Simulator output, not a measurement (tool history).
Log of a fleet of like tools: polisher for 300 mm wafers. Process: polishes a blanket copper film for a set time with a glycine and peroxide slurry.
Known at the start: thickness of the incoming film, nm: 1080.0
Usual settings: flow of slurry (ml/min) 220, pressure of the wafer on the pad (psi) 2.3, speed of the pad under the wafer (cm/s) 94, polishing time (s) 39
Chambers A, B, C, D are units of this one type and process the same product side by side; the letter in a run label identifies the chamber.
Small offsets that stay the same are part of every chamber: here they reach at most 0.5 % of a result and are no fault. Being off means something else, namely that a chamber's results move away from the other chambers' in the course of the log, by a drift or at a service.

run	day	flow of slurry (ml/min)	pressure of the wafer on the pad (psi)	speed of the pad under the wafer (cm/s)	polishing time (s)	film removed (Å)
1D	0.296	220	2.3	94	39	1914.7
# day 0.354: chamber D: slurry nozzle cleaned
2B	0.542	220	2.3	94	39	1938.4
3C	0.817	220	2.3	94	39	1899.5
4A	1.117	220	2.3	94	39	1893.3
5C	1.358	220	2.3	94	39	1884.1
6B	1.508	220	2.3	94	39	1910.1
7D	1.696	220	1.8	82	39	1424.2
# day 1.7: chamber D: worn pad replaced by a new one
8A	1.879	220	1.8	82	39	1421.7
9B	2.108	220	1.8	82	39	1448.7
10A	2.371	220	1.8	82	39	1423.2
11C	2.517	155	2.3	94	32	1508.2
12D	2.696	155	2.3	94	32	1496.5
13B	2.85	155	2.3	94	32	1480
14D	2.992	155	2.3	94	32	1466.2
15A	3.138	220	2.3	94	39	1909.3
16C	3.279	220	2.3	94	39	1950
17C	3.538	220	2.3	94	39	1965.7
18B	3.688	275	2.3	94	25	1206.2
# day 3.846: chamber C: worn pad replaced by a new one
19A	3.867	275	2.3	94	25	1251.8
20D	4.117	275	2.3	94	25	1277.1
21A	4.342	275	2.3	94	25	1239.6
22C	4.479	220	2.3	94	39	1929.8
23D	4.65	220	2.3	94	39	1935.6
24B	4.879	220	2.3	94	39	1785.2
25C	5.171	220	2.3	94	39	1922.7
26A	5.438	220	2.3	94	39	1935.3
# day 5.475: chamber A: worn pad replaced by a new one
# day 5.588: chamber B: slurry nozzle cleaned
27D	5.646	220	2.3	94	39	1890.3
28B	5.9	285	2.3	94	39	1794.6
29B	6.129	285	2.3	94	39	1780.2
30A	6.312	285	2.3	94	39	1982.4
31C	6.608	285	2.3	94	39	1960.6
32D	6.854	220	2.3	94	39	1898.4

The same settings go to every chamber for the next run, one line per chamber below. Forecast the results for each:
33A	7.067	220	2.3	110	39	?
33B	7.067	220	2.3	110	39	?
33C	7.067	220	2.3	110	39	?
33D	7.067	220	2.3	110	39	?

run	film removed (Å)
33A	2168.5
33B	1904.4
33C	2228.1
33D	2165
